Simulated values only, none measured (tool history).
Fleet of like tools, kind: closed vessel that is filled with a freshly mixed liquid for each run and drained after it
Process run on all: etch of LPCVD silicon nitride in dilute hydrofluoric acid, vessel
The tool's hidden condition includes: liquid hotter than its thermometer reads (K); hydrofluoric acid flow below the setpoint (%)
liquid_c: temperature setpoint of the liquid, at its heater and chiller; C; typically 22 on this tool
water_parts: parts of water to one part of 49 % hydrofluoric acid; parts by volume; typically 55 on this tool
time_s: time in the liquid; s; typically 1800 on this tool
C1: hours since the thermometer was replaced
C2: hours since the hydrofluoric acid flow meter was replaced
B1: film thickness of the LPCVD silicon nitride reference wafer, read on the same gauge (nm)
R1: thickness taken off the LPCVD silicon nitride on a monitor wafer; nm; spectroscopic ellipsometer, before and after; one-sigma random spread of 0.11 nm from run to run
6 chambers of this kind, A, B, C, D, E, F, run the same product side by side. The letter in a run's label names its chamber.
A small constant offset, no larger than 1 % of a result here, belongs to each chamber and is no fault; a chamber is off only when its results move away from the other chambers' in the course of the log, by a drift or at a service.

{"run": "1B", "hour": 6.8, "liquid_c": 22, "water_parts": 55, "time_s": 1800, "C1": 2386.3, "C2": 600.1, "B1": 109.98, "R1": 14.596}
{"run": "2A", "hour": 11.9, "liquid_c": 22, "water_parts": 55, "time_s": 1800, "C1": 514.0, "C2": 42.9, "B1": 109.98, "R1": 14.847}
{"hour": 18.0, "done": "chamber A: thermometer replaced"}
{"run": "3F", "hour": 18.4, "liquid_c": 22, "water_parts": 55, "time_s": 1800, "C1": 399.6, "C2": 227.2, "B1": 109.98, "R1": 14.84}
{"run": "4D", "hour": 21.7, "liquid_c": 22, "water_parts": 55, "time_s": 1800, "C1": 1746.5, "C2": 303.8, "B1": 109.99, "R1": 14.552}
{"run": "5E", "hour": 24.7, "liquid_c": 22, "water_parts": 40, "time_s": 1800, "C1": 178.6, "C2": 1954.0, "B1": 109.99, "R1": 19.797}
{"run": "6C", "hour": 30.9, "liquid_c": 22, "water_parts": 40, "time_s": 1800, "C1": 187.6, "C2": 646.1, "B1": 110.0, "R1": 19.834}
{"run": "7B", "hour": 35.4, "liquid_c": 22, "water_parts": 40, "time_s": 1800, "C1": 2414.9, "C2": 628.7, "B1": 109.99, "R1": 19.899}
{"run": "8D", "hour": 38.7, "liquid_c": 22, "water_parts": 40, "time_s": 1800, "C1": 1763.5, "C2": 320.8, "B1": 109.99, "R1": 19.789}
{"run": "9F", "hour": 44.3, "liquid_c": 22, "water_parts": 40, "time_s": 1800, "C1": 425.5, "C2": 253.1, "B1": 110.02, "R1": 19.8}
{"run": "10C", "hour": 47.5, "liquid_c": 22, "water_parts": 40, "time_s": 1800, "C1": 204.2, "C2": 662.7, "B1": 109.99, "R1": 19.796}
{"run": "11A", "hour": 53.4, "liquid_c": 22, "water_parts": 55, "time_s": 1800, "C1": 35.4, "C2": 84.4, "B1": 110.0, "R1": 14.913}
{"run": "12E", "hour": 57.3, "liquid_c": 22, "water_parts": 55, "time_s": 1800, "C1": 211.2, "C2": 1986.6, "B1": 109.99, "R1": 14.375}
{"run": "13F", "hour": 61.0, "liquid_c": 22, "water_parts": 55, "time_s": 1800, "C1": 442.2, "C2": 269.8, "B1": 110.01, "R1": 14.863}
{"run": "14A", "hour": 64.9, "liquid_c": 22, "water_parts": 55, "time_s": 1800, "C1": 46.9, "C2": 95.9, "B1": 110.0, "R1": 14.799}
{"hour": 67.0, "done": "chamber B: thermometer replaced"}
{"run": "15D", "hour": 71.0, "liquid_c": 22, "water_parts": 55, "time_s": 1800, "C1": 1795.8, "C2": 353.1, "B1": 110.01, "R1": 14.565}
{"run": "16B", "hour": 74.7, "liquid_c": 18, "water_parts": 55, "time_s": 1275, "C1": 7.8, "C2": 668.0, "B1": 109.98, "R1": 7.8219}
{"run": "17C", "hour": 78.8, "liquid_c": 18, "water_parts": 55, "time_s": 1275, "C1": 235.5, "C2": 694.0, "B1": 110.0, "R1": 7.935}
{"run": "18E", "hour": 83.9, "liquid_c": 18, "water_parts": 55, "time_s": 1275, "C1": 237.8, "C2": 2013.2, "B1": 109.99, "R1": 7.8173}
{"run": "19A", "hour": 87.7, "liquid_c": 18, "water_parts": 55, "time_s": 1275, "C1": 69.7, "C2": 118.7, "B1": 110.02, "R1": 8.0208}
{"run": "20B", "hour": 92.1, "liquid_c": 18, "water_parts": 55, "time_s": 1275, "C1": 25.2, "C2": 685.4, "B1": 110.02, "R1": 7.6809}
{"run": "21D", "hour": 96.4, "liquid_c": 18, "water_parts": 55, "time_s": 1275, "C1": 1821.2, "C2": 378.5, "B1": 110.01, "R1": 7.9429}
{"run": "22E", "hour": 99.7, "liquid_c": 22, "water_parts": 55, "time_s": 1800, "C1": 253.6, "C2": 2029.0, "B1": 110.03, "R1": 14.534}
{"run": "23C", "hour": 105.8, "liquid_c": 22, "water_parts": 55, "time_s": 1800, "C1": 262.5, "C2": 721.0, "B1": 109.98, "R1": 14.553}
{"run": "24F", "hour": 109.9, "liquid_c": 22, "water_parts": 75, "time_s": 750, "C1": 491.1, "C2": 318.7, "B1": 109.99, "R1": 4.756}
{"run": "25A", "hour": 115.0, "liquid_c": 22, "water_parts": 75, "time_s": 750, "C1": 97.0, "C2": 146.0, "B1": 110.0, "R1": 4.5532}
{"run": "26F", "hour": 119.3, "liquid_c": 22, "water_parts": 75, "time_s": 750, "C1": 500.5, "C2": 328.1, "B1": 109.99, "R1": 4.8371}
{"run": "27C", "hour": 125.6, "liquid_c": 22, "water_parts": 75, "time_s": 750, "C1": 282.3, "C2": 740.8, "B1": 110.0, "R1": 4.4959}
{"run": "28E", "hour": 130.4, "liquid_c": 22, "water_parts": 75, "time_s": 750, "C1": 284.3, "C2": 2059.7, "B1": 109.98, "R1": 4.4722}
{"run": "29B", "hour": 136.0, "liquid_c": 22, "water_parts": 75, "time_s": 750, "C1": 69.1, "C2": 729.3, "B1": 110.01, "R1": 4.431}
{"run": "30D", "hour": 141.0, "liquid_c": 22, "water_parts": 55, "time_s": 1800, "C1": 1865.8, "C2": 423.1, "B1": 110.01, "R1": 14.723}
{"run": "31A", "hour": 147.3, "liquid_c": 22, "water_parts": 55, "time_s": 1800, "C1": 129.3, "C2": 178.3, "B1": 110.0, "R1": 14.706}
{"run": "32D", "hour": 153.2, "liquid_c": 22, "water_parts": 55, "time_s": 1800, "C1": 1878.0, "C2": 435.3, "B1": 109.99, "R1": 14.584}
{"run": "33B", "hour": 156.9, "liquid_c": 22, "water_parts": 55, "time_s": 1800, "C1": 90.0, "C2": 750.2, "B1": 110.01, "R1": 14.569}
{"run": "34E", "hour": 162.7, "liquid_c": 22, "water_parts": 55, "time_s": 1800, "C1": 316.6, "C2": 2092.0, "B1": 110.0, "R1": 14.537}
{"run": "35F", "hour": 168.7, "liquid_c": 22, "water_parts": 55, "time_s": 1800, "C1": 549.9, "C2": 377.5, "B1": 109.96, "R1": 16.168}
{"run": "36C", "hour": 174.2, "liquid_c": 22, "water_parts": 55, "time_s": 1800, "C1": 330.9, "C2": 789.4, "B1": 109.99, "R1": 14.549}
{"run": "37D", "hour": 179.1, "liquid_c": 22, "water_parts": 85, "time_s": 1800, "C1": 1903.9, "C2": 461.2, "B1": 110.0, "R1": 9.4976}
{"run": "38C", "hour": 184.9, "liquid_c": 22, "water_parts": 85, "time_s": 1800, "C1": 341.6, "C2": 800.1, "B1": 110.01, "R1": 9.4918}
{"run": "39A", "hour": 189.9, "liquid_c": 22, "water_parts": 85, "time_s": 1800, "C1": 171.9, "C2": 220.9, "B1": 109.99, "R1": 9.5743}

Each of the 6 chambers runs these same settings next. Fill in every chamber's results:
{"run": "40A", "hour": 194.8, "liquid_c": 22, "water_parts": 55, "time_s": 1800, "R1": "?"}
{"run": "40B", "hour": 194.8, "liquid_c": 22, "water_parts": 55, "time_s": 1800, "R1": "?"}
{"run": "40C", "hour": 194.8, "liquid_c": 22, "water_parts": 55, "time_s": 1800, "R1": "?"}
{"run": "40D", "hour": 194.8, "liquid_c": 22, "water_parts": 55, "time_s": 1800, "R1": "?"}
{"run": "40E", "hour": 194.8, "liquid_c": 22, "water_parts": 55, "time_s": 1800, "R1": "?"}
{"run": "40F", "hour": 194.8, "liquid_c": 22, "water_parts": 55, "time_s": 1800, "R1": "?"}

run=40A R1=14.5450
run=40B R1=14.8050
run=40C R1=14.5250
run=40D R1=14.7040
run=40E R1=14.6730
run=40F R1=16.3000

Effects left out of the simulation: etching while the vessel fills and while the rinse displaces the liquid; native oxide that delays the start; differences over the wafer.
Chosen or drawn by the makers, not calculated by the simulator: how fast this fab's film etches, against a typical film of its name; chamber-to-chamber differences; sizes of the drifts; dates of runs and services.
